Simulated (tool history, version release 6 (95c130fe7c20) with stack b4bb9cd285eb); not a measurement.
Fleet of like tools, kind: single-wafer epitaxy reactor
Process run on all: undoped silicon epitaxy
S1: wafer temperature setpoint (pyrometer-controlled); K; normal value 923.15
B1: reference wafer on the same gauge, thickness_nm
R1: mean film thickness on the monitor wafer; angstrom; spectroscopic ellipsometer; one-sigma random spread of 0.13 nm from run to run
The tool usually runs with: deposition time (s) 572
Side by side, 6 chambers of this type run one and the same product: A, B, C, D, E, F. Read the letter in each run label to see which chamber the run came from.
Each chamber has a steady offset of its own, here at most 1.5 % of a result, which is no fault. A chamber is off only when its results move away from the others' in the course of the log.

Run 1D, hour 5.5: usual settings; B1 108.84. Result: R1 952.94 angstrom.
Run 2C, hour 10.1: usual settings; B1 108.80. Result: R1 960.26 angstrom.
Run 3A, hour 16.8: usual settings; B1 108.84. Result: R1 951.70 angstrom.
Run 4F, hour 23.4: usual settings; B1 108.90. Result: R1 958.88 angstrom.
Run 5E, hour 29.8: usual settings but deposition time (s) 524; B1 108.83. Result: R1 882.72 angstrom.
Run 6B, hour 36.7: usual settings but deposition time (s) 524; B1 108.90. Result: R1 881.45 angstrom.
Run 7A, hour 45.1: usual settings but deposition time (s) 524; B1 108.88. Result: R1 869.66 angstrom.
Run 8B, hour 53.7: usual settings but deposition time (s) 524; B1 108.93. Result: R1 883.33 angstrom.
Run 9E, hour 60.6: usual settings but deposition time (s) 524; B1 108.95. Result: R1 882.50 angstrom.
Run 10C, hour 65.6: usual settings but deposition time (s) 524; B1 108.95. Result: R1 879.62 angstrom.
Run 11F, hour 74.7: usual settings but S1 933.15 K, deposition time (s) 516; B1 108.93. Result: R1 1079.60 angstrom.
Run 12D, hour 82.7: usual settings but S1 933.15 K, deposition time (s) 516; B1 109.00. Result: R1 1068.10 angstrom.
Run 13D, hour 89.4: usual settings but S1 933.15 K, deposition time (s) 516; B1 109.00. Result: R1 1071.00 angstrom.
Run 14E, hour 93.9: usual settings but S1 933.15 K, deposition time (s) 516; B1 108.99. Result: R1 1078.30 angstrom.
Run 15F, hour 101.7: usual settings but S1 933.15 K, deposition time (s) 516; B1 109.03. Result: R1 1078.60 angstrom.
Run 16A, hour 110.0: usual settings but S1 933.15 K, deposition time (s) 516; B1 109.02. Result: R1 1063.60 angstrom.
Run 17B, hour 117.2: usual settings; B1 109.02. Result: R1 962.52 angstrom.
Run 18C, hour 125.1: usual settings; B1 109.07. Result: R1 962.16 angstrom.
Run 19B, hour 132.4: usual settings; B1 109.07. Result: R1 962.11 angstrom.
Run 20A, hour 136.8: usual settings; B1 109.11. Result: R1 952.86 angstrom.
Run 21E, hour 141.9: usual settings but deposition time (s) 653; B1 109.08. Result: R1 1100.70 angstrom.
Run 22F, hour 152.0: usual settings but deposition time (s) 653; B1 109.10. Result: R1 1102.00 angstrom.
Run 23C, hour 159.0: usual settings but deposition time (s) 653; B1 109.11. Result: R1 1099.70 angstrom.
Run 24D, hour 163.8: usual settings but deposition time (s) 653; B1 109.15. Result: R1 1089.00 angstrom.
Run 25F, hour 171.0: usual settings but deposition time (s) 653; B1 109.16. Result: R1 1099.70 angstrom.
Run 26B, hour 176.3: usual settings but deposition time (s) 653; B1 109.15. Result: R1 1103.10 angstrom.
Run 27E, hour 182.4: usual settings; B1 109.17. Result: R1 964.00 angstrom.
Run 28A, hour 189.1: usual settings; B1 109.24. Result: R1 952.63 angstrom.
Run 29D, hour 194.2: usual settings; B1 109.23. Result: R1 956.37 angstrom.
Run 30C, hour 198.7: usual settings; B1 109.23. Result: R1 963.35 angstrom.
Run 31D, hour 204.1: usual settings; B1 109.21. Result: R1 956.81 angstrom.
Run 32C, hour 210.9: usual settings but S1 911.15 K, deposition time (s) 533; B1 109.21. Result: R1 692.67 angstrom.
Run 33F, hour 217.2: usual settings but S1 911.15 K, deposition time (s) 533; B1 109.30. Result: R1 687.77 angstrom.
Run 34A, hour 223.9: usual settings but S1 911.15 K, deposition time (s) 533; B1 109.32. Result: R1 683.45 angstrom.
Run 35E, hour 233.6: usual settings but S1 911.15 K, deposition time (s) 533; B1 109.28. Result: R1 689.04 angstrom.
Run 36B, hour 239.6: usual settings but S1 911.15 K, deposition time (s) 533; B1 109.29. Result: R1 690.75 angstrom.
Run 37B, hour 246.2: usual settings but S1 911.15 K, deposition time (s) 533; B1 109.34. Result: R1 691.22 angstrom.
Run 38D, hour 250.7: usual settings; B1 109.38. Result: R1 957.74 angstrom.
Run 39E, hour 260.7: usual settings; B1 109.36. Result: R1 969.65 angstrom.
Run 40C, hour 268.0: usual settings; B1 109.38. Result: R1 968.16 angstrom.
Run 41A, hour 274.4: usual settings; B1 109.40. Result: R1 956.04 angstrom.

All chambers now run identical settings, listed one chamber a line with results as question marks. What results will each chamber show?
Run 42A, hour 281.6: usual settings. Result: R1 ?.
Run 42B, hour 281.6: usual settings. Result: R1 ?.
Run 42C, hour 281.6: usual settings. Result: R1 ?.
Run 42D, hour 281.6: usual settings. Result: R1 ?.
Run 42E, hour 281.6: usual settings. Result: R1 ?.
Run 42F, hour 281.6: usual settings. Result: R1 ?.

run      R1
42A  953.88
42B  969.72
42C  965.47
42D  960.13
42E  965.82
42F  965.82
